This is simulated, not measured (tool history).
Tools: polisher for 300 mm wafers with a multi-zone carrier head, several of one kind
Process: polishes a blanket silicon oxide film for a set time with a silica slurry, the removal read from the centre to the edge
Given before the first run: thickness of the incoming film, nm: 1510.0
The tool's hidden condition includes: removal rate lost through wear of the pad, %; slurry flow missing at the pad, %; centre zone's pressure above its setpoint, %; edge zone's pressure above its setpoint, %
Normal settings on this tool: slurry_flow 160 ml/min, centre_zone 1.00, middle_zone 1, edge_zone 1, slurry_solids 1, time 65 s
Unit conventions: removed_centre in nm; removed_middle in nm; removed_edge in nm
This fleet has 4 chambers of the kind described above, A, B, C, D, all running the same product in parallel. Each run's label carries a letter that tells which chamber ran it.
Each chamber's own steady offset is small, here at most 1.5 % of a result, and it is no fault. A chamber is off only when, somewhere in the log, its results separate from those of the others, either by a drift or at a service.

| run | hour | slurry_flow | centre_zone | middle_zone | edge_zone | slurry_solids | time | wafers polished on this pad | hours since the slurry nozzle was cleaned | hours since the centre zone pressure was calibrated | hours since the edge zone pressure was calibrated | removed_centre | removed_middle | removed_edge |
|---|---|---|---|---|---|---|---|---|---|---|---|---|---|---|
| 1D | 7.3 | 160 | 1.00 | 1 | 1 | 1 | 65 | 413 | 574.2 | 337.1 | 320.3 | 202.93 | 206.14 | 206.94 |
| 2B | 16.8 | 160 | 1.00 | 1 | 1 | 1 | 65 | 870 | 582.5 | 235.0 | 80.8 | 208.78 | 207.82 | 206.64 |
| 3A | 27.2 | 160 | 1.00 | 1 | 1 | 1 | 65 | 593 | 352.1 | 931.6 | 148.7 | 207.90 | 206.96 | 202.08 |
| 4C | 34.7 | 160 | 1.00 | 1 | 1 | 1 | 65 | 1355 | 455.6 | 820.4 | 51.4 | 202.80 | 207.98 | 206.41 |
|  | 43.5 | chamber C: worn pad replaced by a new one |
| 5B | 44.9 | 160 | 1.00 | 1 | 1 | 1 | 65 | 1070 | 610.6 | 263.1 | 108.9 | 206.45 | 204.31 | 205.87 |
| 6C | 52.4 | 160 | 1.00 | 1 | 1 | 1 | 65 | 64 | 473.3 | 838.1 | 69.1 | 203.71 | 204.22 | 204.95 |
| 7A | 57.4 | 160 | 1.00 | 1 | 1 | 1 | 65 | 808 | 382.3 | 961.8 | 178.9 | 205.21 | 207.99 | 203.18 |
|  | 58.8 | chamber B: slurry nozzle cleaned |
| 8D | 67.5 | 160 | 1.00 | 1 | 1 | 1 | 65 | 843 | 634.4 | 397.3 | 380.5 | 205.54 | 204.56 | 206.90 |
|  | 68.5 | chamber B: worn pad replaced by a new one |
| 9B | 77.1 | 160 | 1.00 | 1 | 1 | 1 | 65 | 61 | 18.3 | 295.3 | 141.1 | 206.34 | 207.77 | 203.38 |
| 10C | 87.0 | 160 | 1.00 | 1 | 1 | 1 | 65 | 310 | 507.9 | 872.7 | 103.7 | 200.62 | 206.81 | 203.78 |
| 11A | 95.9 | 160 | 1.00 | 1 | 1 | 1 | 65 | 1083 | 420.8 | 1000.3 | 217.4 | 200.12 | 200.79 | 199.53 |
| 12D | 104.4 | 160 | 1.00 | 1 | 1 | 1 | 65 | 1106 | 671.3 | 434.2 | 417.4 | 201.07 | 201.52 | 205.13 |
|  | 112.9 | chamber D: worn pad replaced by a new one |
| 13C | 113.2 | 160 | 1.00 | 1 | 1 | 1 | 65 | 497 | 534.1 | 898.9 | 129.9 | 201.49 | 205.75 | 203.99 |
| 14D | 120.2 | 160 | 1.00 | 1 | 1 | 1 | 65 | 52 | 687.1 | 450.0 | 433.2 | 203.56 | 204.80 | 207.06 |
| 15B | 129.7 | 160 | 1.08 | 1 | 1 | 1 | 65 | 436 | 70.9 | 347.9 | 193.7 | 226.98 | 205.64 | 206.34 |
| 16A | 135.9 | 160 | 1.08 | 1 | 1 | 1 | 65 | 1368 | 460.8 | 1040.3 | 257.4 | 209.58 | 194.41 | 194.51 |
|  | 139.8 | chamber C: slurry nozzle cleaned |
| 17C | 144.9 | 160 | 1.08 | 1 | 1 | 1 | 65 | 723 | 5.1 | 930.6 | 161.6 | 224.03 | 203.78 | 204.96 |
| 18A | 150.7 | 160 | 1.08 | 1 | 1 | 1 | 65 | 1474 | 475.6 | 1055.1 | 272.2 | 214.04 | 193.74 | 193.45 |
| 19B | 156.3 | 160 | 1.00 | 1 | 1 | 1 | 65 | 626 | 97.5 | 374.5 | 220.3 | 208.01 | 205.88 | 204.69 |
|  | 159.9 | chamber D: slurry nozzle cleaned |
| 20D | 164.6 | 160 | 1.00 | 1 | 1 | 1 | 65 | 369 | 4.8 | 494.4 | 477.6 | 206.09 | 205.57 | 208.58 |
| 21D | 170.9 | 160 | 1.00 | 1 | 1 | 1 | 65 | 414 | 11.1 | 500.7 | 483.9 | 207.48 | 205.64 | 206.30 |
| 22A | 179.3 | 160 | 1.00 | 1 | 1 | 1 | 65 | 1677 | 504.2 | 1083.7 | 300.8 | 194.84 | 193.29 | 188.41 |
| 23B | 186.5 | 160 | 1.00 | 1 | 1 | 1 | 65 | 841 | 127.7 | 404.7 | 250.5 | 206.63 | 206.82 | 206.41 |
| 24C | 193.0 | 160 | 1.00 | 1 | 1 | 1 | 65 | 1066 | 53.2 | 978.7 | 209.7 | 208.45 | 207.47 | 207.00 |
| 25D | 201.3 | 160 | 1.00 | 1 | 1 | 1 | 65 | 631 | 41.5 | 531.1 | 514.3 | 204.67 | 202.28 | 206.82 |
| 26A | 211.4 | 160 | 1.00 | 1 | 1 | 1 | 65 | 1906 | 536.3 | 1115.8 | 332.9 | 192.25 | 187.08 | 183.30 |
|  | 212.8 | chamber C: centre zone pressure recalibrated |
| 27B | 221.6 | 160 | 1.00 | 1 | 1 | 1 | 65 | 1092 | 162.8 | 439.8 | 285.6 | 208.59 | 204.08 | 204.24 |
| 28C | 228.5 | 160 | 1.00 | 1 | 1 | 1 | 65 | 1320 | 88.7 | 15.7 | 245.2 | 206.52 | 207.91 | 205.95 |

What goes on in this fleet: one chamber off, a drifting gauge, or nothing beyond the chambers' own small offsets? Name the chamber and the cause, if any.

It is chamber A that slowly wanders off from its peers.
Cause: removal rate lost through wear of the pad, % = 10.6.
The log might look much the same if the cause were instead: slurry flow missing at the pad, %.

Below are 4 candidate recipes for chamber A's next run, each the usual settings with a change, their results shown as question marks. Which of them brings A's results back in line with what the other chambers give on the usual settings?
In line means no further than this from the other chambers' mean on the usual settings: removed_centre 7.40 nm; removed_middle 5.10 nm; removed_edge 4.50 nm
| 29A-1 | 236.1 | 160 | 1.01 | 1.01 | 0.98 | 0.95 | 55 |  |  |  |  | ? | ? | ? |
| 29A-2 | 236.1 | 160 | 0.99 | 0.99 | 1.02 | 1.05 | 76 |  |  |  |  | ? | ? | ? |
| 29A-3 | 236.1 | 160 | 1.00 | 1.01 | 0.99 | 0.95 | 60 |  |  |  |  | ? | ? | ? |
| 29A-4 | 236.1 | 160 | 0.99 | 0.99 | 1.01 | 1.05 | 71 |  |  |  |  | ? | ? | ? |

Other chambers, usual settings, mean: removed_centre 204.64 nm; removed_middle 205.22 nm; removed_edge 205.00 nm
| run | removed_centre | removed_middle | removed_edge |
|---|---|---|---|
| 29A-1 | 155.38 | 153.69 | 148.55 |
| 29A-2 | 219.99 | 218.40 | 219.64 |
| 29A-3 | 167.70 | 167.67 | 162.93 |
| 29A-4 | 205.52 | 204.04 | 204.11 |
Change 29A-4 lands the chamber within the allowed miss of the other chambers.
